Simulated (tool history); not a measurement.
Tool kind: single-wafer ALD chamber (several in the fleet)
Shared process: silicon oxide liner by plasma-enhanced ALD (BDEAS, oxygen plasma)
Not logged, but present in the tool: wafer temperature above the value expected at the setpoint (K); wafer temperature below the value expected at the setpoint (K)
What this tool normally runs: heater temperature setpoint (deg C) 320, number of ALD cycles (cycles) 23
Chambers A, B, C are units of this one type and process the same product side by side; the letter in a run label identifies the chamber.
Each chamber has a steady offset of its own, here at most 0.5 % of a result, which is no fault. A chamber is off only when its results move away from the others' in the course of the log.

run   hour  heater temperature setpoint (deg C)  number of ALD cycles (cycles)  hours since the last thermocouple change  read-back reference wafer on the same gauge, thickness_nm  mean film thickness on the monitor wafer (Å)
 1B    9.2                                  320                             23                                       313                                                     1.8499                                        20.801
 2C   17.1                                  320                             23                                      1445                                                     1.8505                                        20.878
 3A   33.1                                  320                             23                                    1351.5                                                      1.851                                        20.574
 4C     49                                  320                             23                                    1476.9                                                     1.8496                                         20.91
 5B   57.9                                  320                             26                                     361.7                                                      1.852                                        23.343
 6A   67.3                                  320                             26                                    1385.7                                                     1.8481                                        23.382
 7A   77.4                                  320                             26                                    1395.8                                                     1.8507                                          23.5
 8B   88.5                                  320                             23                                     392.3                                                     1.8481                                        20.618
 9C   95.9                                  320                             23                                    1523.8                                                     1.8486                                        20.711
10C  107.2                                  320                             23                                    1535.1                                                     1.8509                                        20.861
11B  120.8                                  320                             23                                     424.6                                                     1.8484                                        20.568
12A  128.7                                  320                             23                                    1447.1                                                     1.8495                                        20.744
13A  142.1                                  320                             23                                    1460.5                                                     1.8486                                        20.782
14C  151.2                                  320                             23                                    1579.1                                                     1.8516                                        20.778
     153.7  -- chamber A: thermocouple changed; heater temperature recalibrated
15B  163.4                                  315                             26                                     467.2                                                     1.8514                                        23.658
16A  178.9                                  315                             26                                      25.3                                                     1.8491                                         23.57
17C  191.8                                  315                             26                                    1619.7                                                     1.8503                                        23.641
18B  203.8                                  320                             23                                     507.6                                                     1.8497                                        20.705
19C  217.7                                  320                             20                                    1645.6                                                     1.8514                                        18.132
20A  228.3                                  320                             20                                      74.7                                                     1.8511                                        18.043
21B  240.5                                  320                             20                                     544.3                                                      1.851                                        18.033
22C  253.9                                  320                             23                                    1681.8                                                     1.8523                                        20.884
23B  265.5                                  320                             23                                     569.3                                                     1.8498                                        20.644
24A  278.7                                  315                             27                                     125.1                                                     1.8493                                        24.625
25B  291.1                                  315                             27                                     594.9                                                     1.8497                                        24.444
26A    303                                  315                             27                                     149.4                                                     1.8511                                        24.586
27C  310.5                                  320                             23                                    1738.4                                                     1.8507                                        20.855
28B  320.5                                  320                             23                                     624.3                                                     1.8517                                        20.768
29A  335.6                                  320                             23                                       182                                                     1.8506                                        20.734
30C  348.5                                  320                             23                                    1776.4                                                     1.8487                                        20.791
31C  362.6                                  320                             23                                    1790.5                                                     1.8502                                        20.867
32A  370.6                                  320                             23                                       217                                                     1.8503                                        20.736
33B  381.8                                  320                             23                                     685.6                                                     1.8507                                        20.628
34C  391.6                                  320                             23                                    1819.5                                                      1.849                                        20.973

Next, all 3 chambers run the settings below, one line each with question marks for the results. What does each chamber give?
35A  403.3                                  331                             23                                                                                                                                                  ?
35B  403.3                                  331                             23                                                                                                                                                  ?
35C  403.3                                  331                             23                                                                                                                                                  ?

run  mean film thickness on the monitor wafer (Å)
35A                                        20.232
35B                                        20.489
35C                                        20.551
